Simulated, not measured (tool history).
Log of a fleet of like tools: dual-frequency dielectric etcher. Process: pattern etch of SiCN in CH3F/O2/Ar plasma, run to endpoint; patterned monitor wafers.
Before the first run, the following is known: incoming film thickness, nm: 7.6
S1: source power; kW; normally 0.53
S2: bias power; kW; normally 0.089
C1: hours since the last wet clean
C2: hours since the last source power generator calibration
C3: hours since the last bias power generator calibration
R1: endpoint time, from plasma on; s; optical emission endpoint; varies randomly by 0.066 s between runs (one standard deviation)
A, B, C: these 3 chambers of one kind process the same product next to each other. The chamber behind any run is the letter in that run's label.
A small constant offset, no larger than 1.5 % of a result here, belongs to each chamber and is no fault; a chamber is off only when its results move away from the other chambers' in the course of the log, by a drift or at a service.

run 1A hour=5.3 | S1=0.53 S2=0.089 | C1=420.3 C2=1444.6 C3=915.3 | R1=16.755
run 2C hour=12.2 | S1=0.53 S2=0.089 | C1=248.3 C2=713.8 C3=2167 | R1=16.927
run 3B hour=17.1 | S1=0.53 S2=0.089 | C1=292.3 C2=1107.1 C3=1213.5 | R1=16.734
run 4C hour=20.5 | S1=0.53 S2=0.089 | C1=256.6 C2=722.1 C3=2175.3 | R1=16.85
-- hour=25.5 chamber A: wet clean of the chamber
run 5A hour=27.6 | S1=0.53 S2=0.089 | C1=2.1 C2=1466.9 C3=937.6 | R1=16.674
run 6B hour=35 | S1=0.53 S2=0.089 | C1=310.2 C2=1125 C3=1231.4 | R1=16.717
run 7C hour=40.6 | S1=0.53 S2=0.089 | C1=276.7 C2=742.2 C3=2195.4 | R1=16.905
run 8B hour=46.2 | S1=0.53 S2=0.089 | C1=321.4 C2=1136.2 C3=1242.6 | R1=16.763
run 9A hour=49.7 | S1=0.53 S2=0.089 | C1=24.2 C2=1489 C3=959.7 | R1=16.617
run 10A hour=56.8 | S1=0.53 S2=0.089 | C1=31.3 C2=1496.1 C3=966.8 | R1=16.607
run 11C hour=62.8 | S1=0.53 S2=0.089 | C1=298.9 C2=764.4 C3=2217.6 | R1=16.856
run 12B hour=68.4 | S1=0.63 S2=0.082 | C1=343.6 C2=1158.4 C3=1264.8 | R1=16.128
run 13A hour=72.4 | S1=0.63 S2=0.082 | C1=46.9 C2=1511.7 C3=982.4 | R1=16.22
run 14C hour=79.9 | S1=0.63 S2=0.082 | C1=316 C2=781.5 C3=2234.7 | R1=16.336
run 15B hour=86.7 | S1=0.53 S2=0.089 | C1=361.9 C2=1176.7 C3=1283.1 | R1=16.806
run 16C hour=93.9 | S1=0.53 S2=0.089 | C1=330 C2=795.5 C3=2248.7 | R1=17.049
run 17B hour=99.5 | S1=0.53 S2=0.089 | C1=374.7 C2=1189.5 C3=1295.9 | R1=16.745
run 18A hour=106.9 | S1=0.53 S2=0.089 | C1=81.4 C2=1546.2 C3=1016.9 | R1=16.685
run 19A hour=112.9 | S1=0.53 S2=0.089 | C1=87.4 C2=1552.2 C3=1022.9 | R1=16.61
run 20B hour=120.7 | S1=0.62 S2=0.109 | C1=395.9 C2=1210.7 C3=1317.1 | R1=14.629
run 21C hour=124.4 | S1=0.62 S2=0.109 | C1=360.5 C2=826 C3=2279.2 | R1=14.953
run 22C hour=129.6 | S1=0.62 S2=0.109 | C1=365.7 C2=831.2 C3=2284.4 | R1=14.972
run 23A hour=135.3 | S1=0.53 S2=0.089 | C1=109.8 C2=1574.6 C3=1045.3 | R1=16.597
run 24B hour=140.4 | S1=0.53 S2=0.089 | C1=415.6 C2=1230.4 C3=1336.8 | R1=16.665
run 25C hour=147 | S1=0.53 S2=0.089 | C1=383.1 C2=848.6 C3=2301.8 | R1=17.268
run 26B hour=154.8 | S1=0.53 S2=0.089 | C1=430 C2=1244.8 C3=1351.2 | R1=16.758
run 27A hour=159.6 | S1=0.53 S2=0.101 | C1=134.1 C2=1598.9 C3=1069.6 | R1=16.016
run 28C hour=164 | S1=0.53 S2=0.101 | C1=400.1 C2=865.6 C3=2318.8 | R1=16.5
run 29A hour=167.6 | S1=0.53 S2=0.101 | C1=142.1 C2=1606.9 C3=1077.6 | R1=16.024
run 30B hour=172.7 | S1=0.53 S2=0.089 | C1=447.9 C2=1262.7 C3=1369.1 | R1=16.689
run 31B hour=176.1 | S1=0.53 S2=0.089 | C1=451.3 C2=1266.1 C3=1372.5 | R1=16.759
run 32A hour=181.9 | S1=0.53 S2=0.089 | C1=156.4 C2=1621.2 C3=1091.9 | R1=16.632
run 33C hour=187.3 | S1=0.53 S2=0.089 | C1=423.4 C2=888.9 C3=2342.1 | R1=17.606
run 34C hour=193.9 | S1=0.53 S2=0.089 | C1=430 C2=895.5 C3=2348.7 | R1=17.719
run 35B hour=200 | S1=0.53 S2=0.089 | C1=475.2 C2=1290 C3=1396.4 | R1=16.71
run 36A hour=203.4 | S1=0.41 S2=0.071 | C1=177.9 C2=1642.7 C3=1113.4 | R1=19.93
run 37B hour=209.3 | S1=0.41 S2=0.071 | C1=484.5 C2=1299.3 C3=1405.7 | R1=19.893
run 38C hour=217 | S1=0.41 S2=0.071 | C1=453.1 C2=918.6 C3=2371.8 | R1=21.015
run 39A hour=222.5 | S1=0.53 S2=0.089 | C1=197 C2=1661.8 C3=1132.5 | R1=16.788

Has any chamber moved away from the others, gradually or after a service, or does the common gauge drift, or do the chambers differ only by their own small steady offsets? State the chamber and the most likely cause if one applies.

It is chamber C that slowly wanders off from its peers.
What lies behind it: etch rate under this chamber's usual, % = 4.9.

Which of the 4 candidates below, each the usual settings with something changed and its results left as question marks, puts chamber C back in line with what the other chambers give on the usual settings?
A result is in line if it is within this distance of the other chambers' mean on the usual settings: R1 0.23 s
run 40C-1 hour=228.1 | S1=0.62 S2=0.104 | R1=?
run 40C-2 hour=228.1 | S1=0.49 S2=0.082 | R1=?
run 40C-3 hour=228.1 | S1=0.53 S2=0.104 | R1=?
run 40C-4 hour=228.1 | S1=0.53 S2=0.064 | R1=?

Mean of the other chambers on the usual settings: R1 16.7 s
run=40C-1 R1=15.855
run=40C-2 R1=18.842
run=40C-3 R1=16.79
run=40C-4 R1=19.937
It is 40C-3 that realigns the chamber with its peers.
